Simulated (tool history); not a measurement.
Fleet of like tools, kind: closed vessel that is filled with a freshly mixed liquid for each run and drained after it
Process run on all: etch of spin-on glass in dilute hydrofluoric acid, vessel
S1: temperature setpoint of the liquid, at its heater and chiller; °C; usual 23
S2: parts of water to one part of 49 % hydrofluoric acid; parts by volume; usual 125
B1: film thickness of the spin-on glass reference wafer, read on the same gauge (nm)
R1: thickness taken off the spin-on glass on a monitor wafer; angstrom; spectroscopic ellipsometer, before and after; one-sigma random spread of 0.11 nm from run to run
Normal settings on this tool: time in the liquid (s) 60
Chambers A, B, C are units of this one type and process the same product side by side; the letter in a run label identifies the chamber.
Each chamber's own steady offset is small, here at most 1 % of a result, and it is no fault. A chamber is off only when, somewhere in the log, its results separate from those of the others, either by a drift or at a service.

run 1B hour=8.8 | S1=23 S2=125 time_in_the_liquid_(s)=60 | B1=90.016 | R1=204.24
run 2A hour=16.8 | S1=23 S2=125 time_in_the_liquid_(s)=60 | B1=90 | R1=205.56
run 3C hour=24.8 | S1=23 S2=125 time_in_the_liquid_(s)=60 | B1=89.991 | R1=206.48
run 4A hour=32.1 | S1=23 S2=125 time_in_the_liquid_(s)=60 | B1=89.997 | R1=205.84
run 5B hour=38.8 | S1=23 S2=125 time_in_the_liquid_(s)=60 | B1=89.964 | R1=204.17
run 6C hour=45.3 | S1=23 S2=125 time_in_the_liquid_(s)=60 | B1=90.036 | R1=207.21
run 7C hour=55.8 | S1=23 S2=125 time_in_the_liquid_(s)=60 | B1=89.991 | R1=206.17
run 8B hour=62.1 | S1=23 S2=125 time_in_the_liquid_(s)=60 | B1=90.011 | R1=205.58
-- hour=62.9 chamber A: thermometer replaced
run 9A hour=72.7 | S1=23 S2=125 time_in_the_liquid_(s)=60 | B1=90.026 | R1=208.18
run 10B hour=78.1 | S1=23 S2=125 time_in_the_liquid_(s)=60 | B1=90.008 | R1=209.58
run 11C hour=83.9 | S1=23 S2=125 time_in_the_liquid_(s)=60 | B1=89.992 | R1=204.75
run 12A hour=88.9 | S1=23 S2=125 time_in_the_liquid_(s)=60 | B1=89.988 | R1=205.45
run 13B hour=94.6 | S1=23 S2=125 time_in_the_liquid_(s)=90 | B1=89.977 | R1=311
run 14A hour=102.9 | S1=23 S2=125 time_in_the_liquid_(s)=90 | B1=89.991 | R1=307.86
run 15C hour=108.7 | S1=23 S2=125 time_in_the_liquid_(s)=90 | B1=90.006 | R1=310.08
run 16C hour=113.9 | S1=23 S2=125 time_in_the_liquid_(s)=60 | B1=90.025 | R1=206.38
run 17B hour=123.1 | S1=23 S2=125 time_in_the_liquid_(s)=60 | B1=89.979 | R1=207.24
run 18A hour=131.4 | S1=23 S2=125 time_in_the_liquid_(s)=60 | B1=89.976 | R1=205.45
run 19A hour=140.6 | S1=23 S2=125 time_in_the_liquid_(s)=60 | B1=89.974 | R1=205.31
run 20B hour=151.2 | S1=23 S2=125 time_in_the_liquid_(s)=60 | B1=90.029 | R1=208.75
-- hour=152.4 chamber C: thermometer replaced
run 21C hour=159.3 | S1=23 S2=125 time_in_the_liquid_(s)=60 | B1=89.991 | R1=206.77
run 22C hour=170 | S1=23 S2=125 time_in_the_liquid_(s)=60 | B1=90.002 | R1=208.07
run 23B hour=179.5 | S1=23 S2=125 time_in_the_liquid_(s)=60 | B1=89.995 | R1=212.61
run 24A hour=188.9 | S1=23 S2=125 time_in_the_liquid_(s)=60 | B1=89.997 | R1=205.67
run 25A hour=196.4 | S1=23 S2=125 time_in_the_liquid_(s)=60 | B1=89.987 | R1=205.29
run 26B hour=202.7 | S1=23 S2=125 time_in_the_liquid_(s)=60 | B1=89.976 | R1=212.29
run 27C hour=212.9 | S1=23 S2=125 time_in_the_liquid_(s)=60 | B1=90.02 | R1=205.15
run 28C hour=223 | S1=23 S2=125 time_in_the_liquid_(s)=60 | B1=89.987 | R1=204.94
run 29A hour=228.9 | S1=23 S2=125 time_in_the_liquid_(s)=60 | B1=89.983 | R1=204.41
run 30B hour=238.6 | S1=23 S2=125 time_in_the_liquid_(s)=60 | B1=90.045 | R1=214.82
run 31A hour=246.9 | S1=23 S2=80 time_in_the_liquid_(s)=40 | B1=90.018 | R1=226.29
run 32C hour=255.5 | S1=23 S2=80 time_in_the_liquid_(s)=40 | B1=89.986 | R1=228.81
run 33B hour=266.1 | S1=23 S2=80 time_in_the_liquid_(s)=40 | B1=90.011 | R1=233.72
run 34B hour=276.4 | S1=20.5 S2=125 time_in_the_liquid_(s)=40 | B1=90.033 | R1=130.87
run 35C hour=286.4 | S1=20.5 S2=125 time_in_the_liquid_(s)=40 | B1=90.004 | R1=124.88
run 36A hour=292.7 | S1=20.5 S2=125 time_in_the_liquid_(s)=40 | B1=90.043 | R1=124.21
run 37B hour=301.1 | S1=23 S2=125 time_in_the_liquid_(s)=60 | B1=89.991 | R1=218.58
run 38A hour=308.2 | S1=23 S2=175 time_in_the_liquid_(s)=60 | B1=89.983 | R1=138.13
run 39C hour=313.2 | S1=23 S2=175 time_in_the_liquid_(s)=60 | B1=90 | R1=139.01
run 40A hour=321.3 | S1=23 S2=175 time_in_the_liquid_(s)=60 | B1=89.994 | R1=138.3
run 41C hour=330.3 | S1=23 S2=125 time_in_the_liquid_(s)=60 | B1=90.019 | R1=206.86

Read the log: is a single chamber off, either drifting away or since a service, is the gauge that measures every chamber drifting, or is nothing wrong beyond small per-chamber offsets? Name any odd chamber and what most likely caused it.

It is chamber B that slowly wanders off from its peers.
Likeliest cause: hydrofluoric acid flow above the setpoint (%) = 6.26.
Not necessarily distinguishable in this log from: liquid hotter than its thermometer reads (K).

Here are 4 candidates for chamber B's next run, each the usual settings with a change, their results left as question marks. Which one brings its results back in line with what the others give on the usual settings?
Counts as in line when no further than this from what the other chambers average on the usual settings: R1 4 angstrom
run 42B-1 hour=338.1 | S1=23 S2=140 time_in_the_liquid_(s)=60 | R1=?
run 42B-2 hour=338.1 | S1=21.5 S2=125 time_in_the_liquid_(s)=60 | R1=?
run 42B-3 hour=338.1 | S1=24.5 S2=125 time_in_the_liquid_(s)=60 | R1=?
run 42B-4 hour=338.1 | S1=26.5 S2=125 time_in_the_liquid_(s)=60 | R1=?

What the other chambers average on the usual settings: R1 206.38 angstrom
run=42B-1 R1=193.31
run=42B-2 R1=207.19
run=42B-3 R1=232.86
run=42B-4 R1=251.23
42B-2 is the one that brings the chamber's results back in line with the other chambers.
